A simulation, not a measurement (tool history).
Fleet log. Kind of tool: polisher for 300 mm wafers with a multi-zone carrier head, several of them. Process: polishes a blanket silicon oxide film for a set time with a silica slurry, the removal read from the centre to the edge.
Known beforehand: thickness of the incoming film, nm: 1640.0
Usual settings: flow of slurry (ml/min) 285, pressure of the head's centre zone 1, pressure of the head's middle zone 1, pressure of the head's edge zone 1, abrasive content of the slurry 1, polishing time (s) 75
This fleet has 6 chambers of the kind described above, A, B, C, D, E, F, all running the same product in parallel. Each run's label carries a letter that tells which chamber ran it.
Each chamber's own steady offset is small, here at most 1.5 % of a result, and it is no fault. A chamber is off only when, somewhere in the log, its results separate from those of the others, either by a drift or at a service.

run     day  flow of slurry (ml/min)  pressure of the head's centre zone  pressure of the head's middle zone  pressure of the head's edge zone  abrasive content of the slurry  polishing time (s)  wafers polished on this pad  hours since the slurry nozzle was cleaned  hours since the centre zone pressure was calibrated  hours since the edge zone pressure was calibrated  film removed at the wafer's centre (Å)  film removed at mid-radius (Å)  film removed at the wafer's edge (Å)
 1B   0.254                      285                                   1                                   1                                 1                               1                  75                          761                                      118.6                                                734.2                                                283                                  1383.8                          1386.9                                1385.9
      0.504  -- chamber D: slurry nozzle cleaned
 2E   0.712                      285                                   1                                   1                                 1                               1                  75                          836                                      389.3                                                169.3                                              594.8                                    1389                          1360.8                                1389.2
      0.933  -- chamber D: centre zone pressure recalibrated
 3C   0.962                      285                                   1                                   1                                 1                               1                  75                          540                                      164.4                                                164.6                                             1286.1                                  1396.6                          1400.3                                1398.8
      1.092  -- chamber F: edge zone pressure recalibrated
 4F   1.404                      285                                   1                                   1                                 1                               1                  75                          995                                      494.4                                                  204                                                7.6                                  1400.3                          1409.7                                  1398
       1.55  -- chamber F: worn pad replaced by a new one
      1.612  -- chamber B: worn pad replaced by a new one
 5D   1.675                      285                                   1                                   1                                 1                               1                  75                         1186                                       28.2                                                 17.9                                              196.4                                  1401.9                          1401.2                                1376.5
      1.833  -- chamber D: worn pad replaced by a new one
      1.933  -- chamber A: worn pad replaced by a new one
 6A   2.092                      285                                   1                                   1                                 1                               1                  75                           51                                       66.6                                                261.4                                               67.6                                    1407                          1409.9                                1397.2
      2.546  -- chamber C: worn pad replaced by a new one
 7D   2.567                      285                                 0.9                                1.07                                 1                               1                  75                          234                                       49.6                                                 39.3                                              217.8                                  1247.8                          1480.6                                1378.6
        2.6  -- chamber E: worn pad replaced by a new one
 8E       3                      285                                 0.9                                1.07                                 1                               1                  75                          128                                      444.2                                                224.2                                              649.7                                  1259.7                          1481.5                                1385.8
 9B   3.458                      285                                 0.9                                1.07                                 1                               1                  75                          590                                      195.5                                                811.1                                              359.9                                  1255.4                          1507.6                                1404.2
10C   3.988                      285                                 0.9                                1.07                                 1                               1                  75                          461                                        237                                                237.2                                             1358.7                                  1251.5                          1490.4                                1402.3
      4.238  -- chamber C: edge zone pressure recalibrated
      4.354  -- chamber F: worn pad replaced by a new one
11A   4.454                      285                                 0.9                                1.07                                 1                               1                  75                          806                                      123.3                                                318.1                                              124.3                                  1257.9                          1517.9                                1394.8
12F   4.871                      285                                 0.9                                1.07                                 1                               1                  75                          165                                      577.6                                                287.2                                               90.8                                  1237.3                          1468.5                                1396.1
      5.212  -- chamber A: worn pad replaced by a new one
13D   5.288                      285                                   1                                   1                                 1                               1                  75                         1103                                      114.9                                                104.6                                              283.1                                  1396.6                          1390.5                                1385.7
      5.512  -- chamber B: worn pad replaced by a new one
14F   5.667                      285                                   1                                   1                                 1                               1                  75                          420                                      596.7                                                306.3                                              109.9                                  1368.6                          1395.2                                  1409
      5.867  -- chamber D: worn pad replaced by a new one
      5.971  -- chamber C: worn pad replaced by a new one
15A   6.071                      285                                   1                                   1                                 1                               1                  75                          275                                      162.1                                                356.9                                              163.1                                  1392.9                          1418.8                                1408.4
16B   6.429                      285                                   1                                   1                                 1                               1                  75                          292                                      266.8                                                882.4                                              431.2                                  1378.6                          1381.9                                1406.7
       6.55  -- chamber E: worn pad replaced by a new one
17C    6.95                      285                                   1                                   1                                 1                               1                  75                          314                                      308.1                                                308.3                                               65.1                                  1427.1                          1381.9                                1388.2
18E   7.388                      285                                   1                                   1                                 1                               1                  75                          267                                      549.5                                                329.5                                                755                                  1407.1                            1390                                1389.7
      7.442  -- chamber F: worn pad replaced by a new one
      7.729  -- chamber D: slurry nozzle cleaned
19D   7.788                      285                                   1                                   1                                 1                               1                  75                          614                                        1.4                                                164.6                                              343.1                                  1430.8                            1378                                  1369
      7.938  -- chamber A: worn pad replaced by a new one
20F   8.117                      285                                   1                                   1                                 1                               1                  75                          216                                      655.5                                                365.1                                              168.7                                  1379.4                          1387.7                                1414.4
21A   8.525                      285                                   1                                   1                                 1                               1                  75                          188                                        221                                                415.8                                                222                                  1414.8                          1415.2                                  1409
22E   9.029                      285                                   1                                   1                                 1                               1                  75                          792                                      588.9                                                368.9                                              794.4                                  1394.8                          1384.3                                1373.2
      9.417  -- chamber C: worn pad replaced by a new one
23B   9.562                      200                                   1                                1.05                                 1                               1                  75                         1294                                        342                                                957.6                                              506.4                                  1319.5                          1369.3                                1351.6
      9.817  -- chamber D: worn pad replaced by a new one
24C   9.838                      200                                   1                                1.05                                 1                               1                  75                          135                                      377.4                                                377.6                                              134.4                                  1362.2                          1412.9                                1357.9
25B  10.142                      200                                   1                                1.05                                 1                               1                  75                         1479                                      355.9                                                971.5                                              520.3                                  1335.4                          1370.1                                1359.7
     10.158  -- chamber B: worn pad replaced by a new one
     10.458  -- chamber F: worn pad replaced by a new one
26C  10.471                      200                                   1                                1.05                                 1                               1                  75                          337                                      392.6                                                392.8                                              149.6                                  1380.6                          1406.3                                1371.2
     10.717  -- chamber A: worn pad replaced by a new one
27E  10.771                      200                                   1                                1.05                                 1                               1                  75                         1348                                      630.7                                                410.7                                              836.2                                  1337.6                          1397.9                                1339.4
28F  11.304                      200                                   1                                1.05                                 1                               1                  75                          270                                        732                                                441.6                                              245.2                                  1328.5                          1404.5                                1334.7
     11.442  -- chamber E: worn pad replaced by a new one
29D  11.692                      285                                   1                                   1                                 1                               1                  75                          600                                       95.1                                                258.3                                              436.8                                  1396.4                          1367.9                                1383.9
30A  12.183                      285                                   1                                   1                                 1                               1                  75                          469                                      308.8                                                503.6                                              309.8                                  1424.4                          1386.2                                1411.3
31A  12.725                      285                                   1                                   1                                 1                               1                  75                          642                                      321.8                                                516.6                                              322.8                                  1404.7                          1385.2                                1396.2
     12.775  -- chamber C: worn pad replaced by a new one
         13  -- chamber C: slurry nozzle cleaned
32E  13.212                      285                                   1                                   1                                 1                               1                  75                          566                                      689.3                                                469.3                                              894.8                                  1391.7                          1398.2                                1385.4
      13.45  -- chamber F: worn pad replaced by a new one
     13.529  -- chamber A: worn pad replaced by a new one
33B  13.558                      285                                   1                                   1                                 1                               1                  75                         1086                                      437.9                                               1053.5                                              602.3                                  1405.4                          1403.9                                1405.3
     13.742  -- chamber D: worn pad replaced by a new one
34D  14.004                      285                                   1                                   1                                 1                               1                  75                           85                                      150.6                                                313.8                                              492.3                                  1417.6                            1405                                1389.6
35C  14.421                      285                                   1                                   1                                 1                               1                  75                          526                                       34.1                                                487.6                                              244.4                                    1488                          1400.3                                  1404
     14.654  -- chamber F: slurry nozzle cleaned
36F  14.933                      285                                   1                                   1                                 1                               1                  75                          474                                        6.7                                                528.7                                              332.3                                    1393                          1389.6                                1401.8
37A  15.221                      285                                   1                                   1                                 1                               1                  75                          541                                      381.7                                                576.5                                              382.7                                  1410.7                          1426.6                                1398.2

All 6 chambers run these settings next. Forecast each chamber's results:
38A  15.625                      285                                   1                                   1                                 1                               1                  75                                                                                                                                                                                                                       ?                               ?                                     ?
38B  15.625                      285                                   1                                   1                                 1                               1                  75                                                                                                                                                                                                                       ?                               ?                                     ?
38C  15.625                      285                                   1                                   1                                 1                               1                  75                                                                                                                                                                                                                       ?                               ?                                     ?
38D  15.625                      285                                   1                                   1                                 1                               1                  75                                                                                                                                                                                                                       ?                               ?                                     ?
38E  15.625                      285                                   1                                   1                                 1                               1                  75                                                                                                                                                                                                                       ?                               ?                                     ?
38F  15.625                      285                                   1                                   1                                 1                               1                  75                                                                                                                                                                                                                       ?                               ?                                     ?

run  film removed at the wafer's centre (Å)  film removed at mid-radius (Å)  film removed at the wafer's edge (Å)
38A                                  1407.8                          1391.4                                1402.2
38B                                  1393.9                          1400.7                                1397.5
38C                                  1475.4                            1366                                1396.2
38D                                  1392.5                          1428.7                                1386.5
38E                                  1403.1                          1392.1                                1388.1
38F                                  1384.4                          1381.8                                1398.9
